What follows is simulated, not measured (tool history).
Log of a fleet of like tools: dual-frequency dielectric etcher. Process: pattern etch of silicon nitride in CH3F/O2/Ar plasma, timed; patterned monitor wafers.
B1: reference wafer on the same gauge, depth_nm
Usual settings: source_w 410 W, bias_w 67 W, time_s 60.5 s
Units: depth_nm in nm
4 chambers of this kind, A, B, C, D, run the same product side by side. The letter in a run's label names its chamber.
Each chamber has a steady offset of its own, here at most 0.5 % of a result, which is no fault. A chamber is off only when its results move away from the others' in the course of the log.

Run 1B, hour 11.7: usual settings; B1 36.903. Result: depth_nm 41.974 nm.
Run 2A, hour 23.7: usual settings; B1 36.893. Result: depth_nm 41.741 nm.
Run 3C, hour 32.2: usual settings; B1 36.869. Result: depth_nm 41.814 nm.
Run 4D, hour 43.7: usual settings; B1 36.890. Result: depth_nm 41.332 nm.
Run 5D, hour 53.1: usual settings; B1 36.936. Result: depth_nm 41.487 nm.
At hour 62.1: chamber B: wet clean of the chamber.
Run 6A, hour 67.2: usual settings; B1 36.922. Result: depth_nm 41.693 nm.
Run 7C, hour 79.8: usual settings; B1 36.909. Result: depth_nm 41.780 nm.
Run 8B, hour 87.9: usual settings; B1 36.913. Result: depth_nm 41.784 nm.
Run 9A, hour 96.6: usual settings; B1 36.913. Result: depth_nm 41.632 nm.
Run 10C, hour 105.5: usual settings; B1 36.900. Result: depth_nm 41.766 nm.
Run 11D, hour 112.8: usual settings; B1 36.915. Result: depth_nm 41.730 nm.
Run 12B, hour 119.9: usual settings; B1 36.906. Result: depth_nm 41.853 nm.
Run 13D, hour 126.9: usual settings; B1 36.913. Result: depth_nm 41.654 nm.
At hour 133.5: chamber C: wet clean of the chamber.
Run 14B, hour 134.3: usual settings; B1 36.928. Result: depth_nm 41.863 nm.
Run 15C, hour 141.8: usual settings; B1 36.914. Result: depth_nm 41.913 nm.
Run 16A, hour 155.2: usual settings; B1 36.874. Result: depth_nm 41.804 nm.
Run 17D, hour 161.6: usual settings; B1 36.908. Result: depth_nm 41.782 nm.
Run 18A, hour 172.4: usual settings; B1 36.914. Result: depth_nm 41.592 nm.
Run 19B, hour 178.7: usual settings; B1 36.898. Result: depth_nm 41.906 nm.
Run 20C, hour 192.3: usual settings; B1 36.917. Result: depth_nm 41.866 nm.
Run 21D, hour 199.7: usual settings; B1 36.892. Result: depth_nm 41.687 nm.
Run 22C, hour 211.5: usual settings; B1 36.896. Result: depth_nm 41.654 nm.
Run 23B, hour 218.1: usual settings; B1 36.893. Result: depth_nm 41.739 nm.
Run 24A, hour 229.8: usual settings; B1 36.908. Result: depth_nm 41.388 nm.
Run 25A, hour 238.5: usual settings; B1 36.922. Result: depth_nm 41.229 nm.
Run 26B, hour 247.0: usual settings; B1 36.886. Result: depth_nm 41.781 nm.
Run 27C, hour 254.5: usual settings; B1 36.891. Result: depth_nm 41.802 nm.
Run 28D, hour 268.6: usual settings; B1 36.905. Result: depth_nm 41.698 nm.
Run 29D, hour 282.0: usual settings; B1 36.899. Result: depth_nm 41.481 nm.
Run 30C, hour 295.1: usual settings; B1 36.911. Result: depth_nm 41.846 nm.
Run 31A, hour 303.4: usual settings but source_w 380 W, time_s 66.5 s; B1 36.874. Result: depth_nm 43.651 nm.
Run 32B, hour 310.7: usual settings but source_w 380 W, time_s 66.5 s; B1 36.916. Result: depth_nm 44.717 nm.
Run 33D, hour 317.6: usual settings but source_w 380 W, time_s 66.5 s; B1 36.879. Result: depth_nm 44.545 nm.
Run 34B, hour 328.9: usual settings but source_w 380 W, time_s 66.5 s; B1 36.902. Result: depth_nm 44.571 nm.
Run 35A, hour 341.3: usual settings but source_w 460 W; B1 36.904. Result: depth_nm 42.724 nm.
Run 36C, hour 353.4: usual settings but source_w 460 W; B1 36.906. Result: depth_nm 43.609 nm.
Run 37A, hour 362.6: usual settings but source_w 460 W; B1 36.892. Result: depth_nm 42.503 nm.
Run 38D, hour 370.3: usual settings but source_w 460 W; B1 36.916. Result: depth_nm 43.424 nm.
Run 39B, hour 384.7: usual settings but bias_w 72 W, time_s 73.5 s; B1 36.922. Result: depth_nm 52.056 nm.

Is one chamber off against the others, does the gauge drift, or is nothing wrong? If a chamber is off, say which, and what the likeliest cause is.

Chamber A drifts away from the others.
Cause: etch rate under this chamber's usual, % = 2.97.

Here are 4 candidates for chamber A's next run, each the usual settings with a change, their results left as question marks. Which one brings its results back in line with what the others give on the usual settings?
In line means no further than this from the other chambers' mean on the usual settings: depth_nm 0.390 nm
Run 40A-1, hour 395.2: usual settings but bias_w 73 W. Result: depth_nm ?.
Run 40A-2, hour 395.2: usual settings but source_w 450 W, bias_w 73 W. Result: depth_nm ?.
Run 40A-3, hour 395.2: usual settings but time_s 59.0 s. Result: depth_nm ?.
Run 40A-4, hour 395.2: usual settings but source_w 400 W, time_s 57.5 s. Result: depth_nm ?.

The other chambers' mean on the usual settings: depth_nm 41.703 nm
  run  depth_nm
40A-1    41.669
40A-2    43.169
40A-3    39.484
40A-4    38.119
40A-1 brings the chamber back in line.
